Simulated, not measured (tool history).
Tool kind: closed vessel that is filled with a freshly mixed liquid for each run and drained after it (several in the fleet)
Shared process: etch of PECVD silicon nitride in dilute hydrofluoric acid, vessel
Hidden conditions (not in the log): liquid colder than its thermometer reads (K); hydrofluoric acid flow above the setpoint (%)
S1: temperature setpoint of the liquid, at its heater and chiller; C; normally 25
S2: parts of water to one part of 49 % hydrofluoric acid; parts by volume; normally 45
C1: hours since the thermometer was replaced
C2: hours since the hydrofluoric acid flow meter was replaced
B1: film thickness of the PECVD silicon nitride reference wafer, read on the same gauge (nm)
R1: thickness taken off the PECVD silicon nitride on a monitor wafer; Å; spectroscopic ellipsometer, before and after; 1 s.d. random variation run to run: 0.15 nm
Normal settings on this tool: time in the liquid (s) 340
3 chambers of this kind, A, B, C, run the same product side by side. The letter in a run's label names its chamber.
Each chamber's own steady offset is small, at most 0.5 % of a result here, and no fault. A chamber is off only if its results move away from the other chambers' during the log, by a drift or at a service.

Run 1C, hour 14.2: usual settings; C1 689.2; C2 456; B1 89.991. Result: R1 159.69 Å.
Run 2A, hour 22.5: usual settings; C1 2129.8; C2 206.7; B1 90.008. Result: R1 155.96 Å.
Run 3B, hour 29.8: usual settings; C1 2201.3; C2 618.9; B1 90.022. Result: R1 157.41 Å.
Run 4C, hour 41.1: usual settings; C1 716.1; C2 482.9; B1 90.008. Result: R1 158.64 Å.
Run 5A, hour 53.9: usual settings; C1 2161.2; C2 238.1; B1 90. Result: R1 155.47 Å.
Run 6B, hour 63.5: usual settings; C1 2235; C2 652.6; B1 89.985. Result: R1 156.55 Å.
Run 7B, hour 77.9: usual settings but S2 35 parts by volume; C1 2249.4; C2 667; B1 90.043. Result: R1 203.9 Å.
Run 8C, hour 89.1: usual settings but S2 35 parts by volume; C1 764.1; C2 530.9; B1 89.991. Result: R1 201.7 Å.
Run 9A, hour 96.8: usual settings but S2 35 parts by volume; C1 2204.1; C2 281; B1 90.013. Result: R1 202.17 Å.
Run 10C, hour 111.1: usual settings but S2 30 parts by volume; C1 786.1; C2 552.9; B1 89.999. Result: R1 231.01 Å.
Run 11A, hour 123.2: usual settings but S2 30 parts by volume; C1 2230.5; C2 307.4; B1 89.978. Result: R1 234.31 Å.
Run 12B, hour 131.1: usual settings but S2 30 parts by volume; C1 2302.6; C2 720.2; B1 90.024. Result: R1 238.65 Å.
Run 13A, hour 140.7: usual settings; C1 2248; C2 324.9; B1 90.027. Result: R1 156.63 Å.
Run 14C, hour 147.8: usual settings; C1 822.8; C2 589.6; B1 89.994. Result: R1 158.5 Å.
Run 15B, hour 159.4: usual settings; C1 2330.9; C2 748.5; B1 90.009. Result: R1 166.13 Å.
Run 16C, hour 175.1: usual settings; C1 850.1; C2 616.9; B1 89.991. Result: R1 156.89 Å.
Run 17B, hour 184: usual settings; C1 2355.5; C2 773.1; B1 90.011. Result: R1 171.1 Å.
Run 18A, hour 199: usual settings; C1 2306.3; C2 383.2; B1 90.013. Result: R1 155.64 Å.
Run 19A, hour 207.3: usual settings but time in the liquid (s) 445; C1 2314.6; C2 391.5; B1 90.005. Result: R1 202.93 Å.
Run 20C, hour 217.4: usual settings but time in the liquid (s) 445; C1 892.4; C2 659.2; B1 89.979. Result: R1 207.36 Å.

Next, all 3 chambers run the settings below, one line each with question marks for the results. What does each chamber give?
Run 21A, hour 228.6: usual settings. Result: R1 ?.
Run 21B, hour 228.6: usual settings. Result: R1 ?.
Run 21C, hour 228.6: usual settings. Result: R1 ?.

run      R1
21A  156.42
21B  176.64
21C  160.26
